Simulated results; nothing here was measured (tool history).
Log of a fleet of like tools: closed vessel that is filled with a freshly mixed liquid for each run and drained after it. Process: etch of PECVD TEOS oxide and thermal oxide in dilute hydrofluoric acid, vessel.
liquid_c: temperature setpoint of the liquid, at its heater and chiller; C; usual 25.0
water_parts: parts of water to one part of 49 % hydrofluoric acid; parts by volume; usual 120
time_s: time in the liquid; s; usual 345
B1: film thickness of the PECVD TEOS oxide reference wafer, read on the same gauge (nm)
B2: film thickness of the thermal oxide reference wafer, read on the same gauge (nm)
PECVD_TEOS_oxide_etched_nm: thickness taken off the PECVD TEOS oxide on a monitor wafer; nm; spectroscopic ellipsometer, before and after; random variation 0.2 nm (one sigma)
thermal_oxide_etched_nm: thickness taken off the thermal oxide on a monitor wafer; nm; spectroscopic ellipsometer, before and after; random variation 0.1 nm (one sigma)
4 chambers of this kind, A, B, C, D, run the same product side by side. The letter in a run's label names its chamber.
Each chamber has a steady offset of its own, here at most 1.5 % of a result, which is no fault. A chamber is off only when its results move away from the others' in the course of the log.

{"run": "1D", "day": 0.608, "liquid_c": 25.0, "water_parts": 120, "time_s": 345, "B1": 80.003, "B2": 89.969, "PECVD_TEOS_oxide_etched_nm": 26.172, "thermal_oxide_etched_nm": 13.063}
{"day": 0.825, "done": "chamber D: thermometer replaced"}
{"run": "2A", "day": 1.188, "liquid_c": 25.0, "water_parts": 120, "time_s": 345, "B1": 80.017, "B2": 89.962, "PECVD_TEOS_oxide_etched_nm": 26.114, "thermal_oxide_etched_nm": 13.209}
{"day": 1.417, "done": "chamber A: hydrofluoric acid flow meter replaced"}
{"run": "3C", "day": 1.788, "liquid_c": 25.0, "water_parts": 120, "time_s": 345, "B1": 80.062, "B2": 89.969, "PECVD_TEOS_oxide_etched_nm": 25.465, "thermal_oxide_etched_nm": 12.959}
{"run": "4B", "day": 2.158, "liquid_c": 25.0, "water_parts": 120, "time_s": 345, "B1": 80.022, "B2": 89.985, "PECVD_TEOS_oxide_etched_nm": 25.754, "thermal_oxide_etched_nm": 13.073}
{"run": "5C", "day": 2.567, "liquid_c": 25.0, "water_parts": 120, "time_s": 345, "B1": 79.979, "B2": 90.007, "PECVD_TEOS_oxide_etched_nm": 25.779, "thermal_oxide_etched_nm": 12.857}
{"run": "6D", "day": 3.217, "liquid_c": 25.0, "water_parts": 120, "time_s": 345, "B1": 80.0, "B2": 89.966, "PECVD_TEOS_oxide_etched_nm": 26.02, "thermal_oxide_etched_nm": 12.93}
{"run": "7A", "day": 3.512, "liquid_c": 27.5, "water_parts": 145, "time_s": 345, "B1": 79.999, "B2": 89.998, "PECVD_TEOS_oxide_etched_nm": 23.019, "thermal_oxide_etched_nm": 11.585}
{"run": "8B", "day": 4.104, "liquid_c": 27.5, "water_parts": 145, "time_s": 345, "B1": 80.002, "B2": 89.991, "PECVD_TEOS_oxide_etched_nm": 23.038, "thermal_oxide_etched_nm": 11.523}
{"run": "9B", "day": 4.438, "liquid_c": 27.5, "water_parts": 145, "time_s": 345, "B1": 79.957, "B2": 89.999, "PECVD_TEOS_oxide_etched_nm": 23.01, "thermal_oxide_etched_nm": 11.665}
{"run": "10D", "day": 4.8, "liquid_c": 27.5, "water_parts": 145, "time_s": 345, "B1": 79.987, "B2": 89.954, "PECVD_TEOS_oxide_etched_nm": 22.922, "thermal_oxide_etched_nm": 11.526}
{"run": "11C", "day": 5.321, "liquid_c": 25.0, "water_parts": 70, "time_s": 345, "B1": 80.01, "B2": 90.002, "PECVD_TEOS_oxide_etched_nm": 47.754, "thermal_oxide_etched_nm": 24.025}
{"run": "12A", "day": 5.762, "liquid_c": 25.0, "water_parts": 70, "time_s": 345, "B1": 79.987, "B2": 90.038, "PECVD_TEOS_oxide_etched_nm": 46.39, "thermal_oxide_etched_nm": 23.312}
{"run": "13D", "day": 6.275, "liquid_c": 25.0, "water_parts": 70, "time_s": 345, "B1": 80.019, "B2": 90.022, "PECVD_TEOS_oxide_etched_nm": 47.047, "thermal_oxide_etched_nm": 23.587}
{"run": "14A", "day": 6.9, "liquid_c": 25.0, "water_parts": 70, "time_s": 345, "B1": 79.971, "B2": 89.977, "PECVD_TEOS_oxide_etched_nm": 46.225, "thermal_oxide_etched_nm": 23.517}
{"run": "15B", "day": 7.558, "liquid_c": 25.0, "water_parts": 120, "time_s": 345, "B1": 79.94, "B2": 90.02, "PECVD_TEOS_oxide_etched_nm": 25.847, "thermal_oxide_etched_nm": 12.948}
{"run": "16C", "day": 7.858, "liquid_c": 25.0, "water_parts": 120, "time_s": 345, "B1": 79.993, "B2": 89.994, "PECVD_TEOS_oxide_etched_nm": 25.986, "thermal_oxide_etched_nm": 13.058}
{"run": "17B", "day": 8.483, "liquid_c": 25.0, "water_parts": 120, "time_s": 345, "B1": 79.961, "B2": 90.028, "PECVD_TEOS_oxide_etched_nm": 25.869, "thermal_oxide_etched_nm": 13.011}
{"run": "18A", "day": 8.954, "liquid_c": 25.0, "water_parts": 120, "time_s": 345, "B1": 79.99, "B2": 90.033, "PECVD_TEOS_oxide_etched_nm": 24.224, "thermal_oxide_etched_nm": 12.619}
{"run": "19D", "day": 9.525, "liquid_c": 25.0, "water_parts": 120, "time_s": 345, "B1": 80.011, "B2": 90.011, "PECVD_TEOS_oxide_etched_nm": 26.033, "thermal_oxide_etched_nm": 13.239}
{"run": "20C", "day": 9.988, "liquid_c": 25.0, "water_parts": 120, "time_s": 345, "B1": 79.991, "B2": 90.012, "PECVD_TEOS_oxide_etched_nm": 25.955, "thermal_oxide_etched_nm": 13.234}
{"run": "21C", "day": 10.621, "liquid_c": 25.0, "water_parts": 120, "time_s": 345, "B1": 80.006, "B2": 90.018, "PECVD_TEOS_oxide_etched_nm": 25.456, "thermal_oxide_etched_nm": 13.137}
{"run": "22D", "day": 11.017, "liquid_c": 25.0, "water_parts": 120, "time_s": 345, "B1": 79.981, "B2": 90.023, "PECVD_TEOS_oxide_etched_nm": 26.145, "thermal_oxide_etched_nm": 12.958}
{"run": "23A", "day": 11.367, "liquid_c": 25.0, "water_parts": 120, "time_s": 345, "B1": 79.983, "B2": 89.969, "PECVD_TEOS_oxide_etched_nm": 23.946, "thermal_oxide_etched_nm": 12.075}
{"run": "24B", "day": 11.842, "liquid_c": 25.0, "water_parts": 120, "time_s": 345, "B1": 79.972, "B2": 89.957, "PECVD_TEOS_oxide_etched_nm": 25.97, "thermal_oxide_etched_nm": 13.116}
{"run": "25C", "day": 12.146, "liquid_c": 25.0, "water_parts": 120, "time_s": 345, "B1": 79.995, "B2": 90.013, "PECVD_TEOS_oxide_etched_nm": 25.707, "thermal_oxide_etched_nm": 13.143}

Next, every chamber runs the same settings. What will each give?
{"run": "26A", "day": 12.625, "liquid_c": 25.0, "water_parts": 120, "time_s": 345, "PECVD_TEOS_oxide_etched_nm": "?", "thermal_oxide_etched_nm": "?"}
{"run": "26B", "day": 12.625, "liquid_c": 25.0, "water_parts": 120, "time_s": 345, "PECVD_TEOS_oxide_etched_nm": "?", "thermal_oxide_etched_nm": "?"}
{"run": "26C", "day": 12.625, "liquid_c": 25.0, "water_parts": 120, "time_s": 345, "PECVD_TEOS_oxide_etched_nm": "?", "thermal_oxide_etched_nm": "?"}
{"run": "26D", "day": 12.625, "liquid_c": 25.0, "water_parts": 120, "time_s": 345, "PECVD_TEOS_oxide_etched_nm": "?", "thermal_oxide_etched_nm": "?"}

run=26A PECVD_TEOS_oxide_etched_nm=23.902 thermal_oxide_etched_nm=12.048
run=26B PECVD_TEOS_oxide_etched_nm=26.258 thermal_oxide_etched_nm=13.185
run=26C PECVD_TEOS_oxide_etched_nm=25.737 thermal_oxide_etched_nm=13.045
run=26D PECVD_TEOS_oxide_etched_nm=25.912 thermal_oxide_etched_nm=13.004
